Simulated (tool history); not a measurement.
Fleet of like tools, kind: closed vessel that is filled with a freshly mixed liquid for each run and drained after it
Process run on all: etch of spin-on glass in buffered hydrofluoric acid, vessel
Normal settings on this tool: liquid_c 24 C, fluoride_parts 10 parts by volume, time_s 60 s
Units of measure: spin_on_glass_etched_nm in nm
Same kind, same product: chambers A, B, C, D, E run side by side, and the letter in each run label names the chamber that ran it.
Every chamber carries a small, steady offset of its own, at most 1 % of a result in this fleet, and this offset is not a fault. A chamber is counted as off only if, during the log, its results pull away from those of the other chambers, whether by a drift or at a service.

run    day  liquid_c  fluoride_parts  time_s  read-back film thickness of the spin-on glass reference wafer, read on the same gauge (nm)  spin_on_glass_etched_nm
 1C  0.312        24              10      60                                                                                      130.01                   293.49
 2D  0.612        24              10      60                                                                                      130.01                   293.19
 3E  0.817        24              10      60                                                                                      130.01                    291.7
 4A  1.133        24              10      60                                                                                      130.01                   294.74
 5B  1.317        24              10      60                                                                                      130.01                   295.69
 6B  1.538        24              10      60                                                                                      130.01                   295.58
 7C  1.829        24              10      60                                                                                      130.01                   295.13
 8D  2.117        24               6      60                                                                                      129.99                   464.12
 9E  2.367        24               6      60                                                                                         130                    462.7
10A    2.6        24               6      60                                                                                      130.02                   466.54
11C  2.908        24               6      60                                                                                         130                   473.23
12B  3.058        24               6      60                                                                                      129.99                   474.87
13A  3.362        24              10      60                                                                                      129.99                   291.01
14E  3.621      26.5             7.5      60                                                                                      129.99                   431.55
15D  3.825      26.5             7.5      60                                                                                      129.99                   431.84
16B  4.042      26.5             7.5      60                                                                                      129.99                   441.61
17E  4.308      26.5             7.5      60                                                                                      129.99                   434.63
18D    4.5      26.5             7.5      60                                                                                      129.98                   430.44
19C  4.771        24              10      60                                                                                      130.01                   288.91
20A   4.95        24              10      60                                                                                         130                    292.2
21B  5.212        24              10      60                                                                                         130                   292.93
22C  5.446        24              10      60                                                                                      130.01                   287.44
23D   5.65        24              10      60                                                                                      129.98                   293.75
24A  5.846        24              10      60                                                                                      129.99                   292.63
25E  6.117        24              10      60                                                                                      130.01                   291.57
26B  6.258        24              10      60                                                                                      130.01                   291.42
27C  6.442        24              10      60                                                                                         130                    285.2
28E  6.625        24              10      60                                                                                      130.01                   292.27
29D  6.817        24            11.5      75                                                                                      129.98                   319.72
30A  7.004        24            11.5      75                                                                                         130                   318.55
     7.154  -- chamber B: thermometer replaced
31D  7.283        24            11.5      75                                                                                      130.01                   318.85
32B  7.542        24            11.5      75                                                                                      130.01                   320.39
33A  7.688        24            11.5      75                                                                                         130                   318.67
34E  7.862        24              10      60                                                                                         130                    292.9
35C  8.171      28.5              10      85                                                                                      130.01                   506.59
36C  8.333      28.5              10      85                                                                                      130.02                   508.39
37A  8.621      28.5              10      85                                                                                      130.01                   527.93
38E  8.833      28.5              10      85                                                                                      130.01                   528.05

All chambers now run identical settings, listed one chamber a line with results as question marks. What results will each chamber show?
39A  9.067        24              10      60                                                                                                                    ?
39B  9.067        24              10      60                                                                                                                    ?
39C  9.067        24              10      60                                                                                                                    ?
39D  9.067        24              10      60                                                                                                                    ?
39E  9.067        24              10      60                                                                                                                    ?

run  spin_on_glass_etched_nm
39A                   293.35
39B                   292.17
39C                   277.91
39D                   293.07
39E                   289.43
